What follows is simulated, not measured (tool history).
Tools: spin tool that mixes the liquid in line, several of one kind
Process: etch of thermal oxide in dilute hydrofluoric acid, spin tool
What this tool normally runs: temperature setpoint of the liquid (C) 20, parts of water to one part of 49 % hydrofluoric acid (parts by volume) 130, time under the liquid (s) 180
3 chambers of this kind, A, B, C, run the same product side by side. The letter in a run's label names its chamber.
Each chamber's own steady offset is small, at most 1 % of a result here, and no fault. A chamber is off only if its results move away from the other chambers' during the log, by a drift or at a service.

run   hour  temperature setpoint of the liquid (C)  parts of water to one part of 49 % hydrofluoric acid (parts by volume)  time under the liquid (s)  hours since the thermometer was replaced  hours since the hydrofluoric acid flow meter was replaced  read-back film thickness of the thermal oxide reference wafer, read on the same gauge (nm)  thickness taken off the thermal oxide on a monitor wafer (angstrom)
 1B    3.8                                      20                                                                     130                        180                                     683.6                                                      461.8                                                                                      79.982                                                               52.549
 2C   10.2                                      20                                                                     130                        180                                       119                                                      119.7                                                                                      79.982                                                                53.29
 3A   13.8                                      20                                                                     130                        180                                     112.8                                                      573.5                                                                                      80.008                                                               52.208
 4C   17.9                                      20                                                                     130                        180                                     126.7                                                      127.4                                                                                      79.998                                                               53.572
 5B   24.4                                      20                                                                     130                        180                                     704.2                                                      482.4                                                                                      79.977                                                                52.16
 6A     31                                      20                                                                     130                        180                                       130                                                      590.7                                                                                      80.022                                                               53.776
 7C   35.7                                      20                                                                     130                        180                                     144.5                                                      145.2                                                                                      80.014                                                               52.578
 8B   43.4                                      20                                                                     130                        180                                     723.2                                                      501.4                                                                                       80.01                                                               53.131
 9A   50.9                                      20                                                                     130                        180                                     149.9                                                      610.6                                                                                      80.007                                                               55.017
10B     56                                      20                                                                     105                        180                                     735.8                                                        514                                                                                      80.021                                                               66.856
11A   62.3                                      20                                                                     105                        180                                     161.3                                                        622                                                                                      80.009                                                               70.275
12C   67.8                                      20                                                                     105                        180                                     176.6                                                      177.3                                                                                      80.014                                                                67.41
13A   72.6                                      20                                                                     130                        180                                     171.6                                                      632.3                                                                                      80.001                                                               55.028
14B   79.8                                      20                                                                     130                        180                                     759.6                                                      537.8                                                                                      79.992                                                               53.136
15C   86.5                                      20                                                                     130                        180                                     195.3                                                        196                                                                                      80.014                                                               53.202
16A   92.8                                      20                                                                     130                        180                                     191.8                                                      652.5                                                                                       79.99                                                               56.538
17B     97                                      20                                                                     130                        180                                     776.8                                                        555                                                                                      80.039                                                               52.622
18C    104                                      20                                                                     130                        180                                     212.8                                                      213.5                                                                                      79.999                                                               54.266
19A  111.4                                      20                                                                     130                        180                                     210.4                                                      671.1                                                                                      80.019                                                               57.368
20C  118.7                                      20                                                                     130                        180                                     227.5                                                      228.2                                                                                      79.993                                                               53.964
21B  126.3                                      20                                                                     130                        180                                     806.1                                                      584.3                                                                                      79.987                                                               53.321
22C  131.1                                      24                                                                     130                        180                                     239.9                                                      240.6                                                                                      79.956                                                               62.216
23A  136.4                                      24                                                                     130                        180                                     235.4                                                      696.1                                                                                      79.999                                                               68.788
24B  140.3                                      24                                                                     130                        180                                     820.1                                                      598.3                                                                                      80.003                                                               62.248
25C  146.7                                      20                                                                     130                        180                                     255.5                                                      256.2                                                                                      79.998                                                               53.826
26A  151.6                                      20                                                                     130                        180                                     250.6                                                      711.3                                                                                      79.999                                                               60.187

Has any chamber moved away from the others, gradually or after a service, or does the common gauge drift, or do the chambers differ only by their own small steady offsets? State the chamber and the most likely cause if one applies.

It is chamber A that slowly wanders off from its peers.
Cause: hydrofluoric acid flow above the setpoint (%) = 12.

Chamber A could run next with any of the 4 candidate recipes listed below; each alters the usual settings, and their results appear as question marks. Which one brings its results back in line with what the other chambers deliver on the usual settings?
To be in line, a result may differ from the other chambers' mean on the usual settings by at most: thickness taken off the thermal oxide on a monitor wafer (angstrom) 1.9
27A-1  157.3                                      20                                                                     130                        190                                                                                                                                                                                                                                                                     ?
27A-2  157.3                                      20                                                                     125                        195                                                                                                                                                                                                                                                                     ?
27A-3  157.3                                    19.5                                                                     130                        160                                                                                                                                                                                                                                                                     ?
27A-4  157.3                                      20                                                                     130                        170                                                                                                                                                                                                                                                                     ?

What the other chambers average on the usual settings: thickness taken off the thermal oxide on a monitor wafer (angstrom) 53.125
  run  thickness taken off the thermal oxide on a monitor wafer (angstrom)
27A-1                                                               63.728
27A-2                                                               68.318
27A-3                                                               52.584
27A-4                                                                57.02
27A-3 brings the chamber back in line.

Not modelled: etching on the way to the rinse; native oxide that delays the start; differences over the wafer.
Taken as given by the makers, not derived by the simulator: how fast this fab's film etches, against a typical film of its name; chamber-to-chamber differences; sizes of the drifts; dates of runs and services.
